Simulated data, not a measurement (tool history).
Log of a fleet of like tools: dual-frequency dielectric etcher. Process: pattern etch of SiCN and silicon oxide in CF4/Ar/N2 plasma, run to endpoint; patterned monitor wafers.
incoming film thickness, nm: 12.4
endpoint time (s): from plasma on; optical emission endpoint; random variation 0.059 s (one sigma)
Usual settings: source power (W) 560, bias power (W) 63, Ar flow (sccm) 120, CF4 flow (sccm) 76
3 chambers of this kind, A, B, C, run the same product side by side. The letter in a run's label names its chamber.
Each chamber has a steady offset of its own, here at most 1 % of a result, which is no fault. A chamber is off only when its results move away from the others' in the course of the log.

run	hour	source power (W)	bias power (W)	Ar flow (sccm)	CF4 flow (sccm)	hours since the last wet clean	hours since the last source power generator calibration	hours since the last bias power generator calibration	hours since the last Ar flow controller change	hours since the last CF4 flow controller change	endpoint time (s)
1C	11.7	560	63	120	76	217.3	1161.1	1254.7	1152.4	536.1	12.457
2A	22.2	560	63	120	76	348.6	227.3	710.6	1678.9	874.7	12.48
3B	28	560	63	120	76	266.1	1235.9	804.2	654.9	2003.4	12.462
4B	37	560	63	120	76	275.1	1244.9	813.2	663.9	2012.4	12.48
# hour 47.8: chamber A: Ar flow controller replaced
5C	48	560	63	120	76	253.6	1197.4	1291	1188.7	572.4	12.505
6A	57	560	63	93	76	383.4	262.1	745.4	9.2	909.5	12.003
7C	66.3	560	63	93	76	271.9	1215.7	1309.3	1207	590.7	12.026
8A	73.5	560	63	93	76	399.9	278.6	761.9	25.7	926	12.043
9B	81.7	560	70	120	76	319.8	1289.6	857.9	708.6	2057.1	12.067
10A	88.2	560	70	120	76	414.6	293.3	776.6	40.4	940.7	12.055
11B	94.9	560	70	120	76	333	1302.8	871.1	721.8	2070.3	12.033
12C	101.3	560	63	120	76	306.9	1250.7	1344.3	1242	625.7	12.465
13C	108.1	560	63	120	76	313.7	1257.5	1351.1	1248.8	632.5	12.458
14A	114.7	560	63	120	76	441.1	319.8	803.1	66.9	967.2	12.529
15B	122.9	560	63	120	76	361	1330.8	899.1	749.8	2098.3	12.276
# hour 123.3: chamber A: wet clean of the chamber
16C	135.5	670	63	129	76	341.1	1284.9	1378.5	1276.2	659.9	10.735
17A	147	670	63	129	76	23.8	352.1	835.4	99.2	999.5	10.879
18B	153.7	670	63	129	76	391.8	1361.6	929.9	780.6	2129.1	10.461
19B	161.4	560	63	120	76	399.5	1369.3	937.6	788.3	2136.8	12.242
20A	167.2	560	63	135	76	44	372.3	855.6	119.4	1019.7	12.758
21C	175.8	560	63	135	76	381.4	1325.2	1418.8	1316.5	700.2	12.725
22B	187.4	560	63	135	76	425.5	1395.3	963.6	814.3	2162.8	12.122

Is one chamber off against the others, does the gauge drift, or is nothing wrong? If a chamber is off, say which, and what the likeliest cause is.

Chamber B drifts away from the others.
Cause: etch rate over this chamber's usual, % = 4.3.
The log may not tell that from: source power that arrives over what is set, %.

Here are 4 candidates for chamber B's next run, each the usual settings with a change, their results left as question marks. Which one brings its results back in line with what the others give on the usual settings?
In line means no further than this from the other chambers' mean on the usual settings: endpoint time (s) 0.21
23B-1	197	560	69	114	76						?
23B-2	197	560	51	120	69						?
23B-3	197	560	77	120	84						?
23B-4	197	540	62	121	75						?

The other chambers' mean on the usual settings: endpoint time (s) 12.499
run	endpoint time (s)
23B-1	11.485
23B-2	12.982
23B-3	10.992
23B-4	12.426
23B-4 brings the chamber back in line.
